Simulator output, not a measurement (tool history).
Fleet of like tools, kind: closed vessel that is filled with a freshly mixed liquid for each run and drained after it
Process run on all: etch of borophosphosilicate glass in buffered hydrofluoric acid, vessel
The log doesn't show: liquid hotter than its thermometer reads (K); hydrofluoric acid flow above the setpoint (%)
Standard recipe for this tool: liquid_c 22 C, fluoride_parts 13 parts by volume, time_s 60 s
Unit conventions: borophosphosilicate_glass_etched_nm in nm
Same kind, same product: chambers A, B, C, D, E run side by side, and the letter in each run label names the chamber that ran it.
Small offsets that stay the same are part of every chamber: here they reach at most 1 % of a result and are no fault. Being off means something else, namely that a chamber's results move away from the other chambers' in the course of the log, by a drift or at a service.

run,hour,liquid_c,fluoride_parts,time_s,hours since the thermometer was replaced,hours since the hydrofluoric acid flow meter was replaced,"read-back film thickness of the borophosphosilicate glass reference wafer, read on the same gauge (nm)",borophosphosilicate_glass_etched_nm
1B,7.5,22,13,60,623.2,357,120.01,57.891
2A,18.2,22,13,60,528.3,857.4,120.01,57.958
3E,29.4,22,13,60,574.9,604.1,120.03,57.982
4C,43.5,22,13,60,2626.9,1228.3,119.99,58.155
5D,52.8,22,13,60,570.9,325.2,119.98,58.037
6C,60.4,22,13,60,2643.8,1245.2,120.01,58.911
7B,69.6,22,13,60,685.3,419.1,120,58.352
8E,77.7,22,13,60,623.2,652.4,120.01,58.731
# hour 80.1: chamber C: thermometer replaced
9D,88.7,22,13,60,606.8,361.1,119.98,58.674
10A,101.4,22,13,60,611.5,940.6,119.97,57.905
11A,108.9,22,13,60,619,948.1,120,57.735
12D,120.3,22,13,60,638.4,392.7,120.01,58.724
13C,134.9,22,13,60,54.9,1319.7,119.98,58.529
14E,148.7,22,13,60,694.2,723.4,119.96,58.465
15B,159.9,22,13,60,775.6,509.4,120.01,57.835
16A,168.6,22,13,60,678.7,1007.8,120.02,57.484
# hour 177.6: chamber D: thermometer replaced
17B,181.8,22,13,60,797.5,531.3,120,58.123
# hour 185.9: chamber B: thermometer replaced
18C,189.2,22,13,60,109.2,1374,119.98,57.967
19E,197.5,22,13,60,743,772.2,120,58.216
20D,211.2,22,13,60,33.6,483.6,119.98,58.19
21C,224.7,22,17.5,40,144.7,1409.5,120.05,28.897
22A,238.7,22,17.5,40,748.8,1077.9,120.02,28.632
23D,246.8,22,17.5,40,69.2,519.2,120,28.778
24B,259.5,22,17.5,40,73.6,609,119.99,28.947
# hour 260.2: chamber A: thermometer replaced
25E,274,22,17.5,40,819.5,848.7,119.99,28.874
26D,285.7,22,13,60,108.1,558.1,119.99,58.792
27E,297.1,22,13,60,842.6,871.8,120.03,57.719
28C,304.2,22,15,60,224.2,1489,119.99,50.733
29B,316.3,22,15,60,130.4,665.8,119.99,50.834
30A,325.7,22,15,60,65.6,1164.9,119.99,49.83

Has any chamber moved away from the others, gradually or after a service, or does the common gauge drift, or do the chambers differ only by their own small steady offsets? State the chamber and the most likely cause if one applies.

Nothing is wrong: each chamber keeps only its own small, steady offset and the gauge holds still.

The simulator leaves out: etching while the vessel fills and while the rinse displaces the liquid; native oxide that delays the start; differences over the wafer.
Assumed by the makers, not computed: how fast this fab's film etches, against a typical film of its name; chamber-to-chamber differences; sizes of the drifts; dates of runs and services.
